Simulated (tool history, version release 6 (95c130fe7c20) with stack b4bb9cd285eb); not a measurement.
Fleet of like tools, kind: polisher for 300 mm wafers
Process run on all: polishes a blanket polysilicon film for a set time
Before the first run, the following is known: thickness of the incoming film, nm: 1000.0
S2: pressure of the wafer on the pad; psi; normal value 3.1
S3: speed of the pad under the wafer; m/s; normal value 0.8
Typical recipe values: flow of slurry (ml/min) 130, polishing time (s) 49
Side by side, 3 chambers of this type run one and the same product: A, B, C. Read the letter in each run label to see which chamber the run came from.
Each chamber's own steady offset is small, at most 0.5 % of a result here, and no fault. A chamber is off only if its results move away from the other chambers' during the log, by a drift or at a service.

Run 1A, day 0.396: usual settings. Result: film removed (nm) 389.13.
Run 2B, day 0.671: usual settings. Result: film removed (nm) 385.37.
Run 3C, day 0.879: usual settings. Result: film removed (nm) 387.01.
Run 4C, day 1.192: usual settings. Result: film removed (nm) 387.90.
Run 5A, day 1.392: usual settings but flow of slurry (ml/min) 115. Result: film removed (nm) 374.78.
At day 1.450: chamber A: slurry nozzle cleaned.
Run 6B, day 1.762: usual settings but flow of slurry (ml/min) 115. Result: film removed (nm) 381.63.
Run 7C, day 2.008: usual settings but flow of slurry (ml/min) 115. Result: film removed (nm) 382.38.
Run 8B, day 2.196: usual settings. Result: film removed (nm) 390.40.
At day 2.442: chamber B: worn pad replaced by a new one.
Run 9A, day 2.567: usual settings. Result: film removed (nm) 388.29.
Run 10C, day 2.771: usual settings. Result: film removed (nm) 390.11.
Run 11B, day 3.171: usual settings. Result: film removed (nm) 390.94.
Run 12A, day 3.408: usual settings but flow of slurry (ml/min) 175, polishing time (s) 63. Result: film removed (nm) 523.49.
Run 13C, day 3.729: usual settings but flow of slurry (ml/min) 175, polishing time (s) 63. Result: film removed (nm) 532.94.
At day 3.746: chamber A: worn pad replaced by a new one.
Run 14B, day 4.083: usual settings but flow of slurry (ml/min) 175, polishing time (s) 63. Result: film removed (nm) 533.73.
Run 15A, day 4.483: usual settings. Result: film removed (nm) 388.24.
At day 4.512: chamber A: head pressure recalibrated.
Run 16C, day 4.704: usual settings. Result: film removed (nm) 380.80.
Run 17A, day 4.908: usual settings. Result: film removed (nm) 390.23.
Run 18B, day 5.158: usual settings. Result: film removed (nm) 388.52.
Run 19B, day 5.488: usual settings. Result: film removed (nm) 394.27.
Run 20A, day 5.858: usual settings. Result: film removed (nm) 390.54.
Run 21C, day 6.108: usual settings. Result: film removed (nm) 388.21.
At day 6.183: chamber B: worn pad replaced by a new one.
Run 22A, day 6.358: usual settings. Result: film removed (nm) 386.16.
Run 23B, day 6.546: usual settings. Result: film removed (nm) 391.71.
Run 24C, day 6.921: usual settings. Result: film removed (nm) 376.02.
Run 25A, day 7.292: usual settings. Result: film removed (nm) 388.97.
Run 26B, day 7.583: usual settings. Result: film removed (nm) 390.20.
Run 27C, day 7.833: usual settings. Result: film removed (nm) 372.54.
Run 28C, day 8.075: usual settings. Result: film removed (nm) 378.58.
Run 29B, day 8.362: usual settings. Result: film removed (nm) 394.37.
Run 30A, day 8.604: usual settings but flow of slurry (ml/min) 150, S2 4.0 psi. Result: film removed (nm) 516.40.
At day 8.867: chamber A: worn pad replaced by a new one.
Run 31C, day 9.008: usual settings but flow of slurry (ml/min) 150, S2 4.0 psi. Result: film removed (nm) 484.46.
Run 32B, day 9.283: usual settings but flow of slurry (ml/min) 150, S2 4.0 psi. Result: film removed (nm) 519.95.
Run 33A, day 9.671: usual settings. Result: film removed (nm) 389.31.
At day 9.917: chamber B: worn pad replaced by a new one.
Run 34A, day 9.958: usual settings. Result: film removed (nm) 388.00.
Run 35B, day 10.321: usual settings but polishing time (s) 42. Result: film removed (nm) 336.19.
Run 36C, day 10.533: usual settings but polishing time (s) 42. Result: film removed (nm) 309.59.
Run 37C, day 10.746: usual settings but polishing time (s) 42. Result: film removed (nm) 313.59.
Run 38B, day 11.104: usual settings. Result: film removed (nm) 393.87.
Run 39A, day 11.321: usual settings. Result: film removed (nm) 387.82.
Run 40B, day 11.683: usual settings. Result: film removed (nm) 391.52.

Next, every chamber runs the same settings. What will each give?
Run 41A, day 11.971: usual settings. Result: film removed (nm) ?.
Run 41B, day 11.971: usual settings. Result: film removed (nm) ?.
Run 41C, day 11.971: usual settings. Result: film removed (nm) ?.

run  film removed (nm)
41A             394.62
41B             393.60
41C             357.34

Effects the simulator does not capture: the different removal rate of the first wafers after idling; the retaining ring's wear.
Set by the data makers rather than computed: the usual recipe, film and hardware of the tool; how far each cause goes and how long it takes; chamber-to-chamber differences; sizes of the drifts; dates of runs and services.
